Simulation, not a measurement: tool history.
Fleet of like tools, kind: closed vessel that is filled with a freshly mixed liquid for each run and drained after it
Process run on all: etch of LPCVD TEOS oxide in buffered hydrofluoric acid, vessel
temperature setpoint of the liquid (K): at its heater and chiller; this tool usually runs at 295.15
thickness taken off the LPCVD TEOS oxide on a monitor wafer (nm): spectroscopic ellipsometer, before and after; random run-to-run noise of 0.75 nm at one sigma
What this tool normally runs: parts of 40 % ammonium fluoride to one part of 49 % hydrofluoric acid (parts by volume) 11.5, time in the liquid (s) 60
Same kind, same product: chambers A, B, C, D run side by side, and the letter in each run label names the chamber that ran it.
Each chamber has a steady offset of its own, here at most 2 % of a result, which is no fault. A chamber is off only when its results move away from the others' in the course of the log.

| run | hour | temperature setpoint of the liquid (K) | parts of 40 % ammonium fluoride to one part of 49 % hydrofluoric acid (parts by volume) | time in the liquid (s) | read-back film thickness of the LPCVD TEOS oxide reference wafer, read on the same gauge (nm) | thickness taken off the LPCVD TEOS oxide on a monitor wafer (nm) |
|---|---|---|---|---|---|---|
| 1D | 5.5 | 295.15 | 11.5 | 60 | 150 | 133.1 |
| 2A | 8.8 | 295.15 | 11.5 | 60 | 150.02 | 132.7 |
| 3B | 11.7 | 295.15 | 11.5 | 60 | 149.96 | 135.47 |
| 4C | 16.9 | 295.15 | 11.5 | 60 | 149.96 | 133.94 |
| 5B | 19.8 | 295.15 | 11.5 | 60 | 149.94 | 134.32 |
| 6C | 24.8 | 295.15 | 11.5 | 60 | 150.03 | 133.53 |
| 7A | 30 | 295.15 | 14 | 60 | 149.96 | 108.91 |
| 8D | 33.4 | 295.15 | 14 | 60 | 150.01 | 109.63 |
| 9A | 39.3 | 295.15 | 14 | 60 | 150.01 | 109.31 |
| 10B | 42.5 | 295.15 | 14 | 60 | 149.98 | 111.48 |
| 11C | 46 | 295.15 | 11.5 | 60 | 150.01 | 133.28 |
| 12D | 51.9 | 295.15 | 11.5 | 60 | 149.97 | 133.31 |
| 13C | 57.7 | 295.15 | 11.5 | 60 | 149.99 | 132.89 |
| 14A | 60.5 | 295.15 | 11.5 | 60 | 150 | 132.81 |
| 15D | 66.3 | 295.15 | 11.5 | 60 | 149.98 | 133.07 |
| 16B | 69.5 | 295.15 | 9.5 | 60 | 149.96 | 160.12 |
|  | 69.6 | chamber C: thermometer replaced |
| 17A | 73.4 | 295.15 | 9.5 | 60 | 150 | 156.39 |
| 18C | 77.1 | 295.15 | 9.5 | 60 | 149.92 | 155.77 |
| 19D | 81.9 | 295.15 | 9.5 | 60 | 150 | 157.27 |
| 20B | 84.9 | 295.15 | 11.5 | 60 | 150 | 136.4 |
| 21D | 87.6 | 295.15 | 11.5 | 60 | 149.99 | 134.8 |
| 22C | 93.5 | 295.15 | 11.5 | 60 | 150 | 133.74 |
| 23A | 96.9 | 298.15 | 11.5 | 60 | 149.99 | 156.01 |
| 24B | 99.6 | 298.15 | 11.5 | 60 | 150 | 162.73 |
| 25B | 104.6 | 298.15 | 11.5 | 60 | 150.01 | 163.04 |
| 26A | 109.5 | 298.15 | 11.5 | 60 | 149.99 | 157.53 |
| 27D | 114.6 | 295.15 | 11.5 | 60 | 150 | 132.82 |
| 28C | 120.3 | 295.15 | 11.5 | 60 | 150.02 | 131.33 |
| 29B | 124.3 | 295.15 | 11.5 | 60 | 150.05 | 139.14 |
| 30A | 129.2 | 292.15 | 9 | 60 | 150.01 | 137.73 |
| 31D | 134.2 | 292.15 | 9 | 60 | 150 | 138.54 |
| 32C | 139.5 | 292.15 | 9 | 60 | 150 | 136.15 |
| 33A | 144 | 292.15 | 9 | 60 | 149.99 | 137.15 |
| 34C | 149.9 | 295.15 | 11.5 | 60 | 150.06 | 132.2 |
| 35D | 153.8 | 295.15 | 11.5 | 60 | 149.97 | 134.97 |
| 36B | 157.9 | 295.15 | 11.5 | 60 | 149.99 | 139.72 |
| 37B | 160.6 | 295.15 | 11.5 | 60 | 149.94 | 140.21 |

For the next run the whole fleet of 4 chambers uses the same settings. Give each chamber's results:
| 38A | 164.9 | 293.15 | 11.5 | 60 |  | ? |
| 38B | 164.9 | 293.15 | 11.5 | 60 |  | ? |
| 38C | 164.9 | 293.15 | 11.5 | 60 |  | ? |
| 38D | 164.9 | 293.15 | 11.5 | 60 |  | ? |

| run | thickness taken off the LPCVD TEOS oxide on a monitor wafer (nm) |
|---|---|
| 38A | 118.66 |
| 38B | 125.91 |
| 38C | 119.54 |
| 38D | 119.86 |
